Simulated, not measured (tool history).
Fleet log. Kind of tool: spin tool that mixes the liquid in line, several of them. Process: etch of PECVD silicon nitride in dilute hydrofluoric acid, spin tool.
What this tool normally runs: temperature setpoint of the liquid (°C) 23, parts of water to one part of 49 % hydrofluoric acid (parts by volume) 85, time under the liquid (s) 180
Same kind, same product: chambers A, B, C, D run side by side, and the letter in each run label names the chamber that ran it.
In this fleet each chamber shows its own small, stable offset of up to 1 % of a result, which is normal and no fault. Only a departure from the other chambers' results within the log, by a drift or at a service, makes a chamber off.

run   hour  temperature setpoint of the liquid (°C)  parts of water to one part of 49 % hydrofluoric acid (parts by volume)  time under the liquid (s)  read-back film thickness of the PECVD silicon nitride reference wafer, read on the same gauge (nm)  thickness taken off the PECVD silicon nitride on a monitor wafer (angstrom)
 1D    6.5                                       23                                                                      85                        180                                                                                              129.99                                                                       37.385
 2C   12.2                                       23                                                                      85                        180                                                                                              130.03                                                                       36.641
 3B   21.0                                       23                                                                      85                        180                                                                                              130.00                                                                       36.513
 4A   26.7                                       23                                                                      85                        180                                                                                              130.00                                                                       36.930
 5B   31.2                                       23                                                                      85                        125                                                                                              130.03                                                                       25.483
 6C   40.5                                       23                                                                      85                        125                                                                                              129.98                                                                       25.533
 7A   48.1                                       23                                                                      85                        125                                                                                              130.01                                                                       25.243
 8D   56.3                                       23                                                                      85                        125                                                                                              129.98                                                                       25.167
 9C   61.1                                       23                                                                      85                        180                                                                                              129.99                                                                       37.282
10B   68.5                                       23                                                                      85                        180                                                                                              129.99                                                                       36.953
11A   74.6                                       23                                                                      85                        180                                                                                              129.94                                                                       36.666
12D   83.6                                       23                                                                      65                         80                                                                                              129.98                                                                       21.557
13D   89.8                                       23                                                                      65                         80                                                                                              129.98                                                                       22.053
14A   94.3                                       23                                                                      65                         80                                                                                              130.01                                                                       21.501
15C  101.2                                       23                                                                      65                         80                                                                                              129.98                                                                       21.587
16B  105.5                                       23                                                                      85                        180                                                                                              130.02                                                                       36.834
17A  111.5                                       23                                                                      85                        180                                                                                              130.01                                                                       36.711
18B  115.7                                       23                                                                      85                        180                                                                                              129.99                                                                       36.843
19C  122.1                                       23                                                                      65                        120                                                                                              130.03                                                                       32.668
20D  130.0                                       23                                                                      65                        120                                                                                              130.00                                                                       33.481
21B  139.3                                       23                                                                      65                        120                                                                                              129.98                                                                       31.924
22C  146.3                                       23                                                                      65                        120                                                                                              130.02                                                                       32.224
     149.3  -- chamber C: thermometer replaced
     152.0  -- chamber B: hydrofluoric acid flow meter replaced
23D  153.4                                       23                                                                      60                        135                                                                                              129.98                                                                       41.099
24A  160.8                                       23                                                                      60                        135                                                                                              130.00                                                                       39.025
25A  165.0                                       23                                                                      60                        135                                                                                              130.00                                                                       39.672
26B  173.5                                       23                                                                      60                        135                                                                                              129.97                                                                       38.282
27C  180.4                                       23                                                                      85                        180                                                                                              130.03                                                                       36.971
28D  184.6                                       23                                                                      85                        180                                                                                              129.97                                                                       38.816
29C  189.1                                       23                                                                      85                        180                                                                                              129.97                                                                       36.736
30B  198.0                                       23                                                                      85                        180                                                                                              130.01                                                                       37.128
31D  203.6                                       23                                                                      60                        230                                                                                              130.04                                                                       71.366

Next, all 4 chambers run the settings below, one line each with question marks for the results. What does each chamber give?
32A  210.4                                       23                                                                      85                        180                                                                                                                                                                                ?
32B  210.4                                       23                                                                      85                        180                                                                                                                                                                                ?
32C  210.4                                       23                                                                      85                        180                                                                                                                                                                                ?
32D  210.4                                       23                                                                      85                        180                                                                                                                                                                                ?

run  thickness taken off the PECVD silicon nitride on a monitor wafer (angstrom)
32A                                                                       36.683
32B                                                                       36.277
32C                                                                       37.113
32D                                                                       39.847

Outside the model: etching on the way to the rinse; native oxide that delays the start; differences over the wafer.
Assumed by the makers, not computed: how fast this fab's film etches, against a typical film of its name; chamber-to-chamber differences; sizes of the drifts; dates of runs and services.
